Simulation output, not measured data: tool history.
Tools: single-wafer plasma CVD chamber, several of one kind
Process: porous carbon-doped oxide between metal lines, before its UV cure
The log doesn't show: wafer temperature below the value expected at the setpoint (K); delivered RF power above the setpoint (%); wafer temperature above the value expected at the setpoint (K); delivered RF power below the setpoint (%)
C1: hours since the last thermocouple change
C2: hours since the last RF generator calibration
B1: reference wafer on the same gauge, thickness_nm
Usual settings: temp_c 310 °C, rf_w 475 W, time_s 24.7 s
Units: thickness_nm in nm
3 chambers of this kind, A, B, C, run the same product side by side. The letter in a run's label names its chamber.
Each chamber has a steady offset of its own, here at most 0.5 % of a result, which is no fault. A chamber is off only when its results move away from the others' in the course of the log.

{"run": "1B", "day": 0.258, "temp_c": 310, "rf_w": 475, "time_s": 24.7, "C1": 553.5, "C2": 431.4, "B1": 117.04, "thickness_nm": 122.31}
{"run": "2A", "day": 0.492, "temp_c": 310, "rf_w": 475, "time_s": 24.7, "C1": 256.6, "C2": 1498.2, "B1": 117.03, "thickness_nm": 122.96}
{"run": "3C", "day": 0.646, "temp_c": 310, "rf_w": 475, "time_s": 24.7, "C1": 552.5, "C2": 117.8, "B1": 116.96, "thickness_nm": 122.63}
{"run": "4A", "day": 0.858, "temp_c": 310, "rf_w": 475, "time_s": 24.7, "C1": 265.4, "C2": 1507.0, "B1": 116.96, "thickness_nm": 123.6}
{"run": "5C", "day": 1.054, "temp_c": 310, "rf_w": 475, "time_s": 24.7, "C1": 562.3, "C2": 127.6, "B1": 117.07, "thickness_nm": 122.38}
{"run": "6B", "day": 1.262, "temp_c": 310, "rf_w": 475, "time_s": 24.7, "C1": 577.6, "C2": 455.5, "B1": 116.89, "thickness_nm": 121.8}
{"run": "7A", "day": 1.525, "temp_c": 310, "rf_w": 475, "time_s": 24.7, "C1": 281.4, "C2": 1523.0, "B1": 117.0, "thickness_nm": 122.39}
{"run": "8B", "day": 1.758, "temp_c": 310, "rf_w": 475, "time_s": 24.7, "C1": 589.5, "C2": 467.4, "B1": 117.0, "thickness_nm": 122.25}
{"run": "9C", "day": 2.012, "temp_c": 310, "rf_w": 435, "time_s": 28.2, "C1": 585.3, "C2": 150.6, "B1": 116.99, "thickness_nm": 131.27}
{"run": "10C", "day": 2.146, "temp_c": 310, "rf_w": 435, "time_s": 28.2, "C1": 588.5, "C2": 153.8, "B1": 117.06, "thickness_nm": 131.41}
{"run": "11B", "day": 2.342, "temp_c": 310, "rf_w": 435, "time_s": 28.2, "C1": 603.5, "C2": 481.4, "B1": 116.79, "thickness_nm": 130.05}
{"run": "12A", "day": 2.592, "temp_c": 310, "rf_w": 475, "time_s": 24.7, "C1": 307.0, "C2": 1548.6, "B1": 116.99, "thickness_nm": 122.71}
{"run": "13C", "day": 2.821, "temp_c": 297, "rf_w": 430, "time_s": 24.7, "C1": 604.7, "C2": 170.0, "B1": 116.98, "thickness_nm": 122.69}
{"run": "14B", "day": 3.017, "temp_c": 297, "rf_w": 430, "time_s": 24.7, "C1": 619.7, "C2": 497.6, "B1": 116.99, "thickness_nm": 122.05}
{"run": "15A", "day": 3.196, "temp_c": 297, "rf_w": 430, "time_s": 24.7, "C1": 321.5, "C2": 1563.1, "B1": 117.09, "thickness_nm": 123.31}
{"run": "16B", "day": 3.379, "temp_c": 310, "rf_w": 475, "time_s": 24.7, "C1": 628.4, "C2": 506.3, "B1": 116.95, "thickness_nm": 122.2}
{"run": "17A", "day": 3.558, "temp_c": 310, "rf_w": 475, "time_s": 24.7, "C1": 330.2, "C2": 1571.8, "B1": 117.05, "thickness_nm": 122.29}
{"run": "18C", "day": 3.688, "temp_c": 310, "rf_w": 475, "time_s": 24.7, "C1": 625.5, "C2": 190.8, "B1": 117.05, "thickness_nm": 121.53}
{"run": "19C", "day": 3.946, "temp_c": 310, "rf_w": 400, "time_s": 24.7, "C1": 631.7, "C2": 197.0, "B1": 116.87, "thickness_nm": 108.0}
{"run": "20B", "day": 4.162, "temp_c": 310, "rf_w": 400, "time_s": 24.7, "C1": 647.2, "C2": 525.1, "B1": 116.92, "thickness_nm": 107.23}
{"run": "21A", "day": 4.408, "temp_c": 310, "rf_w": 400, "time_s": 24.7, "C1": 350.6, "C2": 1592.2, "B1": 117.06, "thickness_nm": 108.31}
{"run": "22C", "day": 4.546, "temp_c": 310, "rf_w": 475, "time_s": 24.7, "C1": 646.1, "C2": 211.4, "B1": 117.17, "thickness_nm": 122.43}
{"run": "23A", "day": 4.738, "temp_c": 310, "rf_w": 475, "time_s": 24.7, "C1": 358.5, "C2": 1600.1, "B1": 116.96, "thickness_nm": 122.65}
{"run": "24B", "day": 4.888, "temp_c": 310, "rf_w": 475, "time_s": 24.7, "C1": 664.6, "C2": 542.5, "B1": 117.06, "thickness_nm": 123.58}
{"run": "25B", "day": 5.179, "temp_c": 310, "rf_w": 475, "time_s": 24.7, "C1": 671.6, "C2": 549.5, "B1": 116.97, "thickness_nm": 122.72}
{"run": "26C", "day": 5.392, "temp_c": 310, "rf_w": 475, "time_s": 24.7, "C1": 666.4, "C2": 231.7, "B1": 116.98, "thickness_nm": 123.16}
{"run": "27A", "day": 5.667, "temp_c": 310, "rf_w": 475, "time_s": 24.7, "C1": 380.8, "C2": 1622.4, "B1": 116.97, "thickness_nm": 122.86}
{"run": "28C", "day": 5.825, "temp_c": 310, "rf_w": 475, "time_s": 24.7, "C1": 676.8, "C2": 242.1, "B1": 116.82, "thickness_nm": 124.74}

What goes on in this fleet: one chamber off, a drifting gauge, or nothing beyond the chambers' own small offsets? Name the chamber and the cause, if any.

No chamber stands off beyond its own small offset, and the gauge holds steady.
